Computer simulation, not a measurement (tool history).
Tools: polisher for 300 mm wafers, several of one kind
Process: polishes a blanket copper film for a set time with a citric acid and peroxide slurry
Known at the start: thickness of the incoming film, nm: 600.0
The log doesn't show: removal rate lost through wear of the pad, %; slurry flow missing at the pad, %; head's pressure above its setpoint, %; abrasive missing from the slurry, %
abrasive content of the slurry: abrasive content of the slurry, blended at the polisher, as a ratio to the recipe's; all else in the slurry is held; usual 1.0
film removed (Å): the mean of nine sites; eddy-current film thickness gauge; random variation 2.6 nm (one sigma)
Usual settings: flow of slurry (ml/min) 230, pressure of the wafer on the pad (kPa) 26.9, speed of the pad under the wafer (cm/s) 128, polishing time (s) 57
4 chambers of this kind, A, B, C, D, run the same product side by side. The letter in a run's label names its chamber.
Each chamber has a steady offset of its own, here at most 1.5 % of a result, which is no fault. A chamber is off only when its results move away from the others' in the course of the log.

run,hour,flow of slurry (ml/min),pressure of the wafer on the pad (kPa),speed of the pad under the wafer (cm/s),abrasive content of the slurry,polishing time (s),wafers polished on this pad,hours since the slurry nozzle was cleaned,hours since the head pressure was calibrated,hours since the slurry blender was calibrated,film removed (Å)
# hour 2.2: chamber C: worn pad replaced by a new one
1B,9.8,230,26.9,128,1.0,57,368,588.4,379.6,25.3,2037.7
2A,20.6,230,26.9,128,1.0,57,994,79.0,380.1,239.7,2087.7
3D,28.0,230,26.9,128,1.0,57,819,512.4,342.2,323.7,2078.2
# hour 34.6: chamber A: worn pad replaced by a new one
4C,40.3,230,26.9,128,1.0,57,650,235.6,687.1,142.0,2027.2
# hour 42.4: chamber B: worn pad replaced by a new one
# hour 42.4: chamber D: slurry blender recalibrated
5C,51.4,230,26.9,128,1.0,57,839,246.7,698.2,153.1,2093.9
# hour 61.5: chamber D: worn pad replaced by a new one
6A,63.5,230,26.9,128,1.0,57,492,121.9,423.0,282.6,2035.7
# hour 72.6: chamber D: slurry nozzle cleaned
# hour 74.9: chamber C: slurry blender recalibrated
# hour 75.5: chamber C: worn pad replaced by a new one
7B,77.1,230,26.9,128,1.0,57,592,655.7,446.9,92.6,2070.2
# hour 83.6: chamber B: slurry nozzle cleaned
8D,86.7,230,26.9,128,1.0,57,429,14.1,400.9,44.4,2083.5
# hour 91.8: chamber A: worn pad replaced by a new one
9D,95.4,230,26.9,128,1.0,57,577,22.8,409.6,53.1,2089.4
10C,103.0,230,26.9,128,1.0,57,468,298.3,749.8,28.1,2092.7
# hour 104.9: chamber B: worn pad replaced by a new one
11A,116.8,230,26.9,128,1.0,57,426,175.2,476.3,335.9,2132.0
12B,127.9,230,26.9,128,1.0,57,392,44.3,497.7,143.4,2030.2
# hour 130.2: chamber A: slurry blender recalibrated
# hour 130.4: chamber C: slurry nozzle cleaned
# hour 134.6: chamber C: worn pad replaced by a new one
13B,135.9,230,26.9,128,1.0,57,528,52.3,505.7,151.4,2111.4
# hour 141.4: chamber D: worn pad replaced by a new one
14C,147.4,230,26.9,128,1.0,57,219,17.1,794.2,72.5,2047.6
# hour 150.4: chamber B: slurry blender recalibrated
# hour 157.2: chamber B: worn pad replaced by a new one
15A,158.5,230,26.9,128,1.0,57,1136,216.9,518.0,28.3,2062.6
# hour 166.1: chamber A: worn pad replaced by a new one
16D,171.9,230,26.9,128,1.0,57,520,99.3,486.1,129.6,2070.0
17A,178.5,230,26.9,128,1.0,57,212,236.9,538.0,48.3,2085.5
18B,185.4,230,26.9,128,1.0,57,481,101.8,555.2,35.0,2058.5
19D,195.1,230,26.9,128,1.0,57,915,122.5,509.3,152.8,2086.0
# hour 204.6: chamber C: worn pad replaced by a new one
20C,205.0,230,26.9,128,1.0,57,7,74.7,851.8,130.1,2040.5
21A,212.7,290,26.9,112,1.0,57,794,271.1,572.2,82.5,1885.3
# hour 215.8: chamber B: worn pad replaced by a new one
22D,219.2,290,26.9,112,1.0,57,1325,146.6,533.4,176.9,1918.6
# hour 227.1: chamber D: worn pad replaced by a new one
23B,230.6,290,26.9,112,1.0,57,253,147.0,600.4,80.2,1883.8
# hour 230.8: chamber A: worn pad replaced by a new one
24C,240.9,290,26.9,112,1.0,57,619,110.6,887.7,166.0,1825.5
25C,251.0,230,26.9,128,1.0,57,791,120.7,897.8,176.1,2024.4
26A,263.0,230,26.9,128,1.0,57,549,321.4,622.5,132.8,2076.0
# hour 263.1: chamber B: worn pad replaced by a new one
27B,271.7,230,26.9,84,0.7,57,146,188.1,641.5,121.3,1307.3
28D,278.3,230,26.9,84,0.7,57,872,205.7,592.5,236.0,1275.9

What goes on in this fleet: one chamber off, a drifting gauge, or nothing beyond the chambers' own small offsets? Name the chamber and the cause, if any.

No chamber stands off beyond its own small offset, and the gauge holds steady.
